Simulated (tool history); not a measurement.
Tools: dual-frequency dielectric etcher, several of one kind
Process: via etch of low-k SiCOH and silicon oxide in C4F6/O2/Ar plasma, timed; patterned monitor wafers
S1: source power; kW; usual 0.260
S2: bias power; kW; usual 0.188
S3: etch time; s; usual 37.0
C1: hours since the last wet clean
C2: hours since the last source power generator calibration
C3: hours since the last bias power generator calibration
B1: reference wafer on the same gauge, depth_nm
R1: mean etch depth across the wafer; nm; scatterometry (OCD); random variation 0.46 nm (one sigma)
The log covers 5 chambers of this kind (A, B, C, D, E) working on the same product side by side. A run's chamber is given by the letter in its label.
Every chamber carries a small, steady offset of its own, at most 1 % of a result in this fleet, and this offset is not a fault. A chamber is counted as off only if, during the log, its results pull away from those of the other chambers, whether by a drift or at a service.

run,hour,S1,S2,S3,C1,C2,C3,B1,R1
1C,10.1,0.260,0.188,37.0,129.3,603.5,3114.1,87.663,75.748
2A,24.6,0.260,0.188,37.0,92.5,1769.8,566.1,87.468,75.894
# hour 30.1: chamber D: source power generator calibrated
3D,36.9,0.260,0.188,37.0,275.5,6.9,45.1,87.701,75.562
# hour 45.9: chamber B: bias power generator calibrated
4B,48.4,0.260,0.188,37.0,54.3,162.4,2.5,87.620,75.774
5E,60.3,0.260,0.188,37.0,292.0,603.5,402.9,87.505,74.976
6A,73.3,0.260,0.188,37.0,141.2,1818.5,614.8,87.661,74.639
7E,87.9,0.260,0.188,37.0,319.6,631.1,430.5,87.609,75.098
8B,97.1,0.260,0.188,37.0,103.0,211.1,51.2,87.652,75.822
9C,107.4,0.260,0.211,28.5,226.6,700.8,3211.4,87.643,59.589
10D,116.9,0.260,0.211,28.5,355.5,86.9,125.1,87.653,60.086
11A,124.4,0.260,0.211,28.5,192.3,1869.6,665.9,87.624,59.398
12D,132.6,0.260,0.211,28.5,371.2,102.6,140.8,87.553,59.066
13E,142.3,0.260,0.211,28.5,374.0,685.5,484.9,87.531,60.129
14B,156.6,0.260,0.188,37.0,162.5,270.6,110.7,87.570,75.492
# hour 167.3: chamber E: wet clean of the chamber
15C,169.4,0.260,0.188,37.0,288.6,762.8,3273.4,87.545,75.257
16C,182.1,0.260,0.188,37.0,301.3,775.5,3286.1,87.596,75.303
17A,195.2,0.260,0.188,37.0,263.1,1940.4,736.7,87.491,76.379
18D,202.2,0.260,0.188,37.0,440.8,172.2,210.4,87.612,74.529
19E,213.0,0.260,0.188,37.0,45.7,756.2,555.6,87.698,74.589
20B,224.7,0.260,0.164,37.0,230.6,338.7,178.8,87.601,72.212
21A,235.2,0.260,0.164,37.0,303.1,1980.4,776.7,87.519,71.994
22B,246.9,0.260,0.164,37.0,252.8,360.9,201.0,87.644,72.131
23E,253.8,0.260,0.164,37.0,86.5,797.0,596.4,87.694,72.942
# hour 260.3: chamber C: wet clean of the chamber
24D,263.2,0.260,0.164,37.0,501.8,233.2,271.4,87.643,70.034
25C,277.6,0.260,0.188,37.0,17.4,871.0,3381.6,87.553,75.051
# hour 288.1: chamber C: bias power generator calibrated
26D,290.8,0.260,0.188,37.0,529.4,260.8,299.0,87.698,73.970
27E,304.7,0.260,0.188,37.0,137.4,847.9,647.3,87.636,75.882
28A,319.5,0.260,0.188,37.0,387.4,2064.7,861.0,87.548,75.483
29B,327.8,0.260,0.188,37.0,333.7,441.8,281.9,87.558,74.675
30C,339.8,0.260,0.188,37.0,79.6,933.2,51.7,87.587,74.794
31A,347.4,0.260,0.188,37.0,415.3,2092.6,888.9,87.643,75.459
32E,356.7,0.260,0.188,37.0,189.4,899.9,699.3,87.769,74.008
33D,369.2,0.260,0.188,37.0,607.8,339.2,377.4,87.611,72.146
34C,377.4,0.260,0.188,37.0,117.2,970.8,89.3,87.625,75.269
35B,385.9,0.300,0.188,42.5,391.8,499.9,340.0,87.631,91.454

What goes on in this fleet: one chamber off, a drifting gauge, or nothing beyond the chambers' own small offsets? Name the chamber and the cause, if any.

One chamber, D, drifts off from the rest bit by bit.
What lies behind it: etch rate under this chamber's usual, % = 4.39.

Which of the 4 candidates below, each the usual settings with something changed and its results left as question marks, puts chamber D back in line with what the other chambers give on the usual settings?
A result is in line if it is within this distance of the other chambers' mean on the usual settings: R1 1.600 nm
36D-1,396.6,0.330,0.188,37.0,,,,,?
36D-2,396.6,0.260,0.186,35.5,,,,,?
36D-3,396.6,0.260,0.185,34.0,,,,,?
36D-4,396.6,0.260,0.190,38.5,,,,,?

Mean of the other chambers on the usual settings: R1 75.147 nm
run,R1
36D-1,78.686
36D-2,68.565
36D-3,65.553
36D-4,74.873
It is 36D-4 that realigns the chamber with its peers.
